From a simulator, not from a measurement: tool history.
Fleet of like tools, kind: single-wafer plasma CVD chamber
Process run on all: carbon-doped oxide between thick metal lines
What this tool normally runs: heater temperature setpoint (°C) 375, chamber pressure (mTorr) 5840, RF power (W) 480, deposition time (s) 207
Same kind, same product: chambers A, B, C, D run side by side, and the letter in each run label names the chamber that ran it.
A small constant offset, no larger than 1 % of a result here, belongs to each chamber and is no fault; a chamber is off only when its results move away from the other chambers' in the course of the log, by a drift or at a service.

run,hour,heater temperature setpoint (°C),chamber pressure (mTorr),RF power (W),deposition time (s),"read-back reference wafer on the same gauge, thickness_nm",mean film thickness on the monitor wafer (nm)
1B,7.5,375,5840,480,207,899.56,990.38
2D,16.3,375,5840,480,207,901.09,987.27
3C,21.5,375,5840,480,207,902.33,987.40
# hour 26.1: chamber C: capacitance manometer re-zeroed and calibrated
4A,27.1,375,5840,480,207,901.25,985.57
5B,37.6,375,5840,450,169,901.90,767.67
6C,46.7,375,5840,450,169,901.57,767.17
7D,51.8,375,5840,450,169,899.77,784.17
8A,59.5,375,5840,450,169,901.09,769.29
9C,70.1,375,5840,480,207,899.61,980.43
10D,81.5,375,5840,480,207,899.75,991.77
11B,87.9,375,5840,480,207,900.98,985.11
12A,98.2,375,5840,480,207,901.44,974.67
13A,105.4,375,5840,480,207,900.96,971.31
14D,112.9,375,7130,480,207,901.19,1013.50
15C,119.3,375,7130,480,207,901.55,1000.10
16B,128.8,375,7130,480,207,900.59,1003.70
17C,134.0,375,7130,480,207,899.94,997.41
18D,140.7,375,5840,480,207,902.12,981.75
19A,149.9,375,5840,480,207,900.58,967.98
20B,158.6,375,5840,480,207,900.32,983.05
21D,166.9,375,5840,480,207,900.67,983.75
22B,175.9,375,5840,480,207,900.84,980.11
23A,182.9,375,5840,480,207,899.77,954.17
24C,192.5,375,5840,480,207,902.64,985.04
25B,202.4,365,5840,480,207,901.27,1008.00
26C,209.9,365,5840,480,207,900.39,1003.00
27A,219.0,365,5840,480,207,900.05,972.03
28D,225.9,365,5840,480,207,901.51,1011.60
29D,234.5,375,5840,480,207,900.39,985.45

For the next run the whole fleet of 4 chambers uses the same settings. Give each chamber's results:
30A,242.7,375,5840,480,207,,?
30B,242.7,375,5840,480,207,,?
30C,242.7,375,5840,480,207,,?
30D,242.7,375,5840,480,207,,?

run,mean film thickness on the monitor wafer (nm)
30A,946.51
30B,975.75
30C,979.22
30D,984.09
